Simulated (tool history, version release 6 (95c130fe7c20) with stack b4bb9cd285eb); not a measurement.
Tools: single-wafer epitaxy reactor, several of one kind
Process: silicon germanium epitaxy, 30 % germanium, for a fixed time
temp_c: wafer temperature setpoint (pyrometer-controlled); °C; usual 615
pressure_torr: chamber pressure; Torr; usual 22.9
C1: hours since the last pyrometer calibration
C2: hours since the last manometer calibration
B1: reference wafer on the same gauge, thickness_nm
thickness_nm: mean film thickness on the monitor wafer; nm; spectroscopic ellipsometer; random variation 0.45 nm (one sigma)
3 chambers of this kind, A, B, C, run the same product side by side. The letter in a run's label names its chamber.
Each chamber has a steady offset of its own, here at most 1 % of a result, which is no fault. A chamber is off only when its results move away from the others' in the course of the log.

run 1C hour=6.7 | temp_c=615 pressure_torr=22.9 | C1=2216.2 C2=1091.2 | B1=82.036 | thickness_nm=82.262
run 2B hour=13.2 | temp_c=615 pressure_torr=22.9 | C1=33.8 C2=1466.6 | B1=81.932 | thickness_nm=81.674
run 3A hour=26.3 | temp_c=615 pressure_torr=22.9 | C1=281.6 C2=99.4 | B1=82.239 | thickness_nm=81.460
run 4C hour=38.6 | temp_c=615 pressure_torr=22.9 | C1=2248.1 C2=1123.1 | B1=82.156 | thickness_nm=82.389
run 5A hour=50.7 | temp_c=615 pressure_torr=22.9 | C1=306.0 C2=123.8 | B1=82.085 | thickness_nm=82.397
run 6B hour=57.2 | temp_c=615 pressure_torr=22.9 | C1=77.8 C2=1510.6 | B1=82.157 | thickness_nm=81.606
run 7B hour=67.4 | temp_c=615 pressure_torr=22.9 | C1=88.0 C2=1520.8 | B1=82.116 | thickness_nm=82.681
run 8A hour=80.9 | temp_c=615 pressure_torr=17.5 | C1=336.2 C2=154.0 | B1=82.082 | thickness_nm=73.511
run 9C hour=94.2 | temp_c=615 pressure_torr=17.5 | C1=2303.7 C2=1178.7 | B1=82.090 | thickness_nm=72.436
run 10B hour=105.1 | temp_c=615 pressure_torr=17.5 | C1=125.7 C2=1558.5 | B1=81.995 | thickness_nm=73.252
run 11A hour=117.8 | temp_c=615 pressure_torr=22.9 | C1=373.1 C2=190.9 | B1=82.196 | thickness_nm=81.402
run 12C hour=130.7 | temp_c=615 pressure_torr=22.9 | C1=2340.2 C2=1215.2 | B1=82.038 | thickness_nm=82.208
run 13A hour=138.9 | temp_c=615 pressure_torr=22.9 | C1=394.2 C2=212.0 | B1=82.170 | thickness_nm=81.730
run 14B hour=150.4 | temp_c=621 pressure_torr=22.9 | C1=171.0 C2=1603.8 | B1=82.032 | thickness_nm=90.629
run 15C hour=156.5 | temp_c=621 pressure_torr=22.9 | C1=2366.0 C2=1241.0 | B1=82.139 | thickness_nm=91.217
-- hour=162.0 chamber C: pyrometer calibrated
run 16C hour=167.4 | temp_c=621 pressure_torr=22.9 | C1=5.4 C2=1251.9 | B1=82.119 | thickness_nm=97.352
run 17A hour=177.8 | temp_c=615 pressure_torr=22.9 | C1=433.1 C2=250.9 | B1=82.013 | thickness_nm=82.251
run 18B hour=188.2 | temp_c=615 pressure_torr=22.9 | C1=208.8 C2=1641.6 | B1=82.074 | thickness_nm=81.255
run 19C hour=199.7 | temp_c=615 pressure_torr=22.9 | C1=37.7 C2=1284.2 | B1=82.161 | thickness_nm=89.495
run 20A hour=207.6 | temp_c=615 pressure_torr=22.9 | C1=462.9 C2=280.7 | B1=82.031 | thickness_nm=81.766
run 21B hour=213.6 | temp_c=615 pressure_torr=22.9 | C1=234.2 C2=1667.0 | B1=82.118 | thickness_nm=80.659
run 22C hour=223.1 | temp_c=615 pressure_torr=22.9 | C1=61.1 C2=1307.6 | B1=82.060 | thickness_nm=88.249
run 23B hour=232.2 | temp_c=615 pressure_torr=22.9 | C1=252.8 C2=1685.6 | B1=82.138 | thickness_nm=81.244
run 24A hour=244.2 | temp_c=615 pressure_torr=22.9 | C1=499.5 C2=317.3 | B1=82.086 | thickness_nm=82.219
-- hour=248.0 chamber B: capacitance manometer re-zeroed and calibrated
run 25A hour=253.2 | temp_c=615 pressure_torr=22.9 | C1=508.5 C2=326.3 | B1=82.302 | thickness_nm=81.595
run 26C hour=263.6 | temp_c=615 pressure_torr=22.9 | C1=101.6 C2=1348.1 | B1=82.098 | thickness_nm=88.343
run 27B hour=273.7 | temp_c=615 pressure_torr=22.9 | C1=294.3 C2=25.8 | B1=81.988 | thickness_nm=81.742
run 28B hour=282.8 | temp_c=615 pressure_torr=22.9 | C1=303.4 C2=34.9 | B1=82.025 | thickness_nm=80.915
run 29C hour=296.4 | temp_c=615 pressure_torr=22.9 | C1=134.4 C2=1380.9 | B1=82.127 | thickness_nm=88.721
run 30A hour=302.5 | temp_c=615 pressure_torr=22.9 | C1=557.8 C2=375.6 | B1=82.232 | thickness_nm=81.310
run 31C hour=313.3 | temp_c=615 pressure_torr=22.9 | C1=151.3 C2=1397.8 | B1=81.982 | thickness_nm=88.641
run 32B hour=323.4 | temp_c=615 pressure_torr=22.9 | C1=344.0 C2=75.5 | B1=82.011 | thickness_nm=81.487
run 33A hour=329.7 | temp_c=626 pressure_torr=22.9 | C1=585.0 C2=402.8 | B1=82.063 | thickness_nm=98.140
run 34B hour=339.3 | temp_c=626 pressure_torr=22.9 | C1=359.9 C2=91.4 | B1=82.133 | thickness_nm=98.951
run 35C hour=351.5 | temp_c=626 pressure_torr=22.9 | C1=189.5 C2=1436.0 | B1=82.132 | thickness_nm=106.010
run 36A hour=363.8 | temp_c=615 pressure_torr=22.9 | C1=619.1 C2=436.9 | B1=82.059 | thickness_nm=81.639
run 37B hour=372.1 | temp_c=615 pressure_torr=22.9 | C1=392.7 C2=124.2 | B1=82.067 | thickness_nm=81.959
run 38A hour=379.4 | temp_c=615 pressure_torr=22.9 | C1=634.7 C2=452.5 | B1=82.023 | thickness_nm=81.860
run 39C hour=386.2 | temp_c=615 pressure_torr=22.9 | C1=224.2 C2=1470.7 | B1=82.027 | thickness_nm=88.431
run 40B hour=397.2 | temp_c=601 pressure_torr=20.0 | C1=417.8 C2=149.3 | B1=82.039 | thickness_nm=60.291
run 41C hour=408.1 | temp_c=601 pressure_torr=20.0 | C1=246.1 C2=1492.6 | B1=82.151 | thickness_nm=64.978
run 42A hour=416.5 | temp_c=601 pressure_torr=20.0 | C1=671.8 C2=489.6 | B1=82.093 | thickness_nm=60.483

Is one chamber off against the others, does the gauge drift, or is nothing wrong? If a chamber is off, say which, and what the likeliest cause is.

A service left chamber C off against the others.
Cause: wafer temperature above the value expected at the setpoint (K) = 4.27.

Here are 4 candidates for chamber C's next run, each the usual settings with a change, their results left as question marks. Which one brings its results back in line with what the others give on the usual settings?
In line means no further than this from the other chambers' mean on the usual settings: thickness_nm 1.600 nm
run 43C-1 hour=426.5 | temp_c=619 pressure_torr=23.5 | thickness_nm=?
run 43C-2 hour=426.5 | temp_c=615 pressure_torr=20.5 | thickness_nm=?
run 43C-3 hour=426.5 | temp_c=617 pressure_torr=23.2 | thickness_nm=?
run 43C-4 hour=426.5 | temp_c=611 pressure_torr=22.3 | thickness_nm=?

The other chambers' mean on the usual settings: thickness_nm 81.681 nm
run=43C-1 thickness_nm=95.841
run=43C-2 thickness_nm=84.564
run=43C-3 thickness_nm=92.082
run=43C-4 thickness_nm=81.556
43C-4 brings the chamber back in line.
